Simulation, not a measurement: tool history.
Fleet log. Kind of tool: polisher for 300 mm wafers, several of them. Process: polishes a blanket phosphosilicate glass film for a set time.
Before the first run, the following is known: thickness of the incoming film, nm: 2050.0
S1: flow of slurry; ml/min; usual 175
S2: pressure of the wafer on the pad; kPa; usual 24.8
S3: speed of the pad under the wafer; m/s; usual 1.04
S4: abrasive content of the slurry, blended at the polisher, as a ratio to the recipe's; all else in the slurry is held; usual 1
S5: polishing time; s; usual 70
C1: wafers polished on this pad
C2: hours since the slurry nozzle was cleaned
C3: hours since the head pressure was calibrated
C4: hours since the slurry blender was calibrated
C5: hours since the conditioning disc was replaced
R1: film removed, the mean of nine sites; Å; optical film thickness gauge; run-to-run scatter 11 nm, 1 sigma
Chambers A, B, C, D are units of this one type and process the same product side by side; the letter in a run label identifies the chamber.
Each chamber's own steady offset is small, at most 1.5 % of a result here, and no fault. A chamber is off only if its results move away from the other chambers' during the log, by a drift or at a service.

| run | hour | S1 | S2 | S3 | S4 | S5 | C1 | C2 | C3 | C4 | C5 | R1 |
|---|---|---|---|---|---|---|---|---|---|---|---|---|
| 1D | 4.7 | 175 | 24.8 | 1.04 | 1 | 70 | 449 | 416.1 | 663.1 | 166.8 | 82.6 | 8362.8 |
| 2C | 8.6 | 175 | 24.8 | 1.04 | 1 | 70 | 831 | 115.5 | 35.8 | 190.8 | 87.0 | 8310.6 |
| 3B | 12.7 | 175 | 24.8 | 1.04 | 1 | 70 | 345 | 428.6 | 160.6 | 133.5 | 53.8 | 8267.4 |
|  | 13.4 | chamber B: slurry nozzle cleaned |
|  | 16.9 | chamber C: worn pad replaced by a new one |
| 4A | 18.5 | 175 | 24.8 | 1.04 | 1 | 70 | 505 | 434.5 | 572.3 | 63.2 | 186.6 | 8243.5 |
|  | 20.6 | chamber B: slurry blender recalibrated |
| 5B | 23.7 | 175 | 24.8 | 1.04 | 1 | 70 | 412 | 10.4 | 171.6 | 3.1 | 64.8 | 8201.9 |
|  | 25.5 | chamber D: conditioning disc replaced and pad reconditioned |
| 6D | 30.0 | 175 | 24.8 | 1.04 | 1 | 70 | 601 | 441.4 | 688.4 | 192.1 | 4.5 | 8423.1 |
| 7C | 35.0 | 175 | 24.8 | 1.04 | 1 | 70 | 109 | 141.9 | 62.2 | 217.2 | 113.4 | 8265.9 |
|  | 39.2 | chamber C: conditioning disc replaced and pad reconditioned |
| 8A | 40.1 | 175 | 24.8 | 1.04 | 1 | 70 | 635 | 456.1 | 593.9 | 84.8 | 208.2 | 8253.5 |
| 9D | 45.6 | 175 | 24.8 | 1.04 | 1 | 70 | 695 | 457.0 | 704.0 | 207.7 | 20.1 | 8229.2 |
| 10B | 52.2 | 175 | 24.8 | 1.04 | 1 | 70 | 583 | 38.9 | 200.1 | 31.6 | 93.3 | 8269.6 |
| 11C | 57.3 | 175 | 19.3 | 0.82 | 1 | 70 | 243 | 164.2 | 84.5 | 239.5 | 18.1 | 5294.8 |
| 12A | 62.4 | 175 | 19.3 | 0.82 | 1 | 70 | 770 | 478.4 | 616.2 | 107.1 | 230.5 | 5367.2 |
| 13B | 65.9 | 175 | 19.3 | 0.82 | 1 | 70 | 666 | 52.6 | 213.8 | 45.3 | 107.0 | 5263.9 |
| 14C | 70.6 | 175 | 19.3 | 0.82 | 1 | 70 | 323 | 177.5 | 97.8 | 252.8 | 31.4 | 5313.5 |
| 15A | 75.4 | 175 | 24.8 | 1.04 | 1 | 70 | 848 | 491.4 | 629.2 | 120.1 | 243.5 | 8127.1 |
| 16D | 81.9 | 175 | 24.8 | 1.04 | 1 | 70 | 914 | 493.3 | 740.3 | 244.0 | 56.4 | 8406.6 |
|  | 85.5 | chamber C: slurry blender recalibrated |
| 17D | 89.4 | 175 | 24.8 | 1.04 | 1 | 70 | 959 | 500.8 | 747.8 | 251.5 | 63.9 | 8287.4 |
| 18A | 95.9 | 175 | 31.0 | 1.04 | 1 | 70 | 971 | 511.9 | 649.7 | 140.6 | 264.0 | 10430.0 |
|  | 99.0 | chamber D: worn pad replaced by a new one |
| 19B | 99.7 | 175 | 31.0 | 1.04 | 1 | 70 | 869 | 86.4 | 247.6 | 79.1 | 140.8 | 10533.0 |
| 20C | 103.5 | 175 | 31.0 | 1.04 | 1 | 70 | 521 | 210.4 | 130.7 | 18.1 | 64.3 | 10674.0 |
| 21B | 111.4 | 175 | 31.0 | 1.04 | 1 | 70 | 940 | 98.1 | 259.3 | 90.8 | 152.5 | 10282.0 |
|  | 112.0 | chamber A: worn pad replaced by a new one |
| 22A | 116.5 | 175 | 24.8 | 1.04 | 1 | 70 | 27 | 532.5 | 670.3 | 161.2 | 284.6 | 8317.6 |
|  | 120.0 | chamber A: conditioning disc replaced and pad reconditioned |
| 23D | 124.5 | 175 | 24.8 | 1.04 | 1 | 70 | 153 | 535.9 | 782.9 | 286.6 | 99.0 | 8171.3 |
| 24C | 131.3 | 175 | 24.8 | 1.04 | 1 | 92 | 689 | 238.2 | 158.5 | 45.9 | 92.1 | 11027.0 |
| 25D | 136.2 | 175 | 24.8 | 1.04 | 1 | 92 | 224 | 547.6 | 794.6 | 298.3 | 110.7 | 10850.0 |
| 26C | 141.0 | 175 | 24.8 | 1.04 | 1 | 92 | 747 | 247.9 | 168.2 | 55.6 | 101.8 | 10998.0 |
|  | 142.7 | chamber D: conditioning disc replaced and pad reconditioned |
| 27B | 144.8 | 175 | 24.8 | 1.04 | 1 | 92 | 1141 | 131.5 | 292.7 | 124.2 | 185.9 | 11134.0 |
|  | 147.2 | chamber C: worn pad replaced by a new one |
|  | 147.4 | chamber D: slurry nozzle cleaned |
|  | 148.9 | chamber B: worn pad replaced by a new one |
| 28A | 150.3 | 175 | 24.8 | 1.04 | 1 | 70 | 230 | 566.3 | 704.1 | 195.0 | 30.3 | 8344.8 |
| 29B | 154.6 | 215 | 24.8 | 0.92 | 1 | 70 | 34 | 141.3 | 302.5 | 134.0 | 195.7 | 7768.3 |
|  | 157.3 | chamber C: conditioning disc replaced and pad reconditioned |
| 30D | 159.5 | 215 | 24.8 | 0.92 | 1 | 70 | 364 | 12.1 | 817.9 | 321.6 | 16.8 | 7731.2 |
|  | 163.2 | chamber B: slurry blender recalibrated |
| 31A | 166.6 | 215 | 24.8 | 0.92 | 1 | 70 | 328 | 582.6 | 720.4 | 211.3 | 46.6 | 7597.6 |
| 32C | 174.5 | 215 | 24.8 | 0.92 | 1 | 70 | 164 | 281.4 | 201.7 | 89.1 | 17.3 | 7668.5 |
| 33B | 182.4 | 175 | 24.8 | 1.04 | 1 | 70 | 202 | 169.1 | 330.3 | 19.3 | 223.5 | 8374.1 |

All 4 chambers run these settings next. Forecast each chamber's results:
| 34A | 188.1 | 175 | 24.8 | 1.04 | 1 | 70 |  |  |  |  |  | ? |
| 34B | 188.1 | 175 | 24.8 | 1.04 | 1 | 70 |  |  |  |  |  | ? |
| 34C | 188.1 | 175 | 24.8 | 1.04 | 1 | 70 |  |  |  |  |  | ? |
| 34D | 188.1 | 175 | 24.8 | 1.04 | 1 | 70 |  |  |  |  |  | ? |

| run | R1 |
|---|---|
| 34A | 8231.9 |
| 34B | 8144.6 |
| 34C | 8438.2 |
| 34D | 8438.1 |
